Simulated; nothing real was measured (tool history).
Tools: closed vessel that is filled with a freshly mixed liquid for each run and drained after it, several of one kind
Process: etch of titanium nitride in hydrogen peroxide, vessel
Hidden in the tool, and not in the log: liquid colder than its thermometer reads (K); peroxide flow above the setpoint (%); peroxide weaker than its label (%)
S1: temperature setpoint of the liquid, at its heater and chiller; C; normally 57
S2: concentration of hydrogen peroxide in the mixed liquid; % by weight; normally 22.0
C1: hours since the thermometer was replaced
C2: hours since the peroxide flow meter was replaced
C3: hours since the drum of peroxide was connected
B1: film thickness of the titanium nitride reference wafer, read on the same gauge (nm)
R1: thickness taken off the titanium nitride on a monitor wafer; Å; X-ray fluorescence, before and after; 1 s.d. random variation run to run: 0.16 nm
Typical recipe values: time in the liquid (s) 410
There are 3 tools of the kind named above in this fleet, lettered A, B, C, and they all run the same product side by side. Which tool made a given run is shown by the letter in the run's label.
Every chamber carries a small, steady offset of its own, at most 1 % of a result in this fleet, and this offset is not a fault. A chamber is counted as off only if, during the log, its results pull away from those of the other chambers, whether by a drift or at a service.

Run 1C, hour 5.6: usual settings; C1 1501.5; C2 1468.7; C3 242.7; B1 70.000. Result: R1 250.35 Å.
Run 2A, hour 14.2: usual settings; C1 236.0; C2 358.7; C3 415.5; B1 69.998. Result: R1 248.98 Å.
Run 3B, hour 21.2: usual settings; C1 210.3; C2 1341.7; C3 271.0; B1 69.993. Result: R1 250.20 Å.
Run 4B, hour 30.1: usual settings; C1 219.2; C2 1350.6; C3 279.9; B1 69.998. Result: R1 251.79 Å.
Run 5A, hour 35.7: usual settings; C1 257.5; C2 380.2; C3 437.0; B1 69.987. Result: R1 251.21 Å.
Run 6C, hour 40.2: usual settings; C1 1536.1; C2 1503.3; C3 277.3; B1 69.997. Result: R1 248.22 Å.
Run 7C, hour 48.2: usual settings; C1 1544.1; C2 1511.3; C3 285.3; B1 69.998. Result: R1 249.38 Å.
Run 8B, hour 57.3: usual settings; C1 246.4; C2 1377.8; C3 307.1; B1 70.003. Result: R1 246.96 Å.
Run 9A, hour 65.8: usual settings; C1 287.6; C2 410.3; C3 467.1; B1 70.024. Result: R1 248.76 Å.
Run 10A, hour 74.8: usual settings; C1 296.6; C2 419.3; C3 476.1; B1 69.998. Result: R1 248.15 Å.
Run 11C, hour 84.1: usual settings; C1 1580.0; C2 1547.2; C3 321.2; B1 70.016. Result: R1 244.79 Å.
Run 12B, hour 93.6: usual settings; C1 282.7; C2 1414.1; C3 343.4; B1 70.007. Result: R1 252.83 Å.
Run 13C, hour 102.3: usual settings; C1 1598.2; C2 1565.4; C3 339.4; B1 70.003. Result: R1 242.99 Å.
Run 14B, hour 111.7: usual settings; C1 300.8; C2 1432.2; C3 361.5; B1 70.002. Result: R1 250.17 Å.
Run 15A, hour 117.7: usual settings; C1 339.5; C2 462.2; C3 519.0; B1 69.993. Result: R1 249.99 Å.
Run 16B, hour 123.0: usual settings; C1 312.1; C2 1443.5; C3 372.8; B1 70.039. Result: R1 249.69 Å.
Run 17A, hour 131.1: usual settings but S2 28.5 % by weight, time in the liquid (s) 540; C1 352.9; C2 475.6; C3 532.4; B1 70.006. Result: R1 344.23 Å.
Run 18C, hour 140.5: usual settings but S2 28.5 % by weight, time in the liquid (s) 540; C1 1636.4; C2 1603.6; C3 377.6; B1 69.986. Result: R1 338.91 Å.
Run 19A, hour 145.6: usual settings but S2 28.5 % by weight, time in the liquid (s) 540; C1 367.4; C2 490.1; C3 546.9; B1 70.027. Result: R1 351.53 Å.
Run 20B, hour 155.4: usual settings; C1 344.5; C2 1475.9; C3 405.2; B1 70.008. Result: R1 249.73 Å.
Run 21C, hour 163.6: usual settings; C1 1659.5; C2 1626.7; C3 400.7; B1 70.025. Result: R1 235.97 Å.
Run 22A, hour 171.0: usual settings but S1 66 C, S2 18.0 % by weight; C1 392.8; C2 515.5; C3 572.3; B1 70.003. Result: R1 444.92 Å.
Run 23B, hour 176.4: usual settings but S1 66 C, S2 18.0 % by weight; C1 365.5; C2 1496.9; C3 426.2; B1 70.013. Result: R1 440.82 Å.
At hour 178.5: chamber C: new drum of peroxide connected.
Run 24C, hour 183.3: usual settings but S1 66 C, S2 18.0 % by weight; C1 1679.2; C2 1646.4; C3 4.9; B1 70.004. Result: R1 406.80 Å.
Run 25C, hour 188.0: usual settings; C1 1683.9; C2 1651.1; C3 9.6; B1 70.001. Result: R1 233.21 Å.
Run 26A, hour 197.2: usual settings; C1 419.0; C2 541.7; C3 598.5; B1 69.989. Result: R1 250.39 Å.
Run 27B, hour 202.5: usual settings; C1 391.6; C2 1523.0; C3 452.3; B1 70.008. Result: R1 247.73 Å.
Run 28C, hour 207.7: usual settings; C1 1703.6; C2 1670.8; C3 29.3; B1 69.983. Result: R1 230.74 Å.
Run 29B, hour 216.1: usual settings; C1 405.2; C2 1536.6; C3 465.9; B1 70.000. Result: R1 249.74 Å.
Run 30A, hour 225.2: usual settings; C1 447.0; C2 569.7; C3 626.5; B1 69.974. Result: R1 247.48 Å.

Has any chamber moved away from the others, gradually or after a service, or does the common gauge drift, or do the chambers differ only by their own small steady offsets? State the chamber and the most likely cause if one applies.

One chamber, C, drifts off from the rest bit by bit.
Likeliest cause: liquid colder than its thermometer reads (K) = 1.28.

Below are 4 candidate recipes for chamber C's next run, each the usual settings with a change, their results shown as question marks. Which of them brings C's results back in line with what the other chambers give on the usual settings?
Counts as in line when no further than this from what the other chambers average on the usual settings: R1 5.70 Å
Run 31C-1, hour 232.3: usual settings but time in the liquid (s) 375. Result: R1 ?.
Run 31C-2, hour 232.3: usual settings but S1 56.5 C, time in the liquid (s) 405. Result: R1 ?.
Run 31C-3, hour 232.3: usual settings but time in the liquid (s) 445. Result: R1 ?.
Run 31C-4, hour 232.3: usual settings but S2 26.5 % by weight. Result: R1 ?.

Other chambers, usual settings, mean: R1 249.97 Å
  run      R1
31C-1  208.33
31C-2  217.42
31C-3  247.21
31C-4  237.23
With 31C-3, the chamber falls back in line with the rest.

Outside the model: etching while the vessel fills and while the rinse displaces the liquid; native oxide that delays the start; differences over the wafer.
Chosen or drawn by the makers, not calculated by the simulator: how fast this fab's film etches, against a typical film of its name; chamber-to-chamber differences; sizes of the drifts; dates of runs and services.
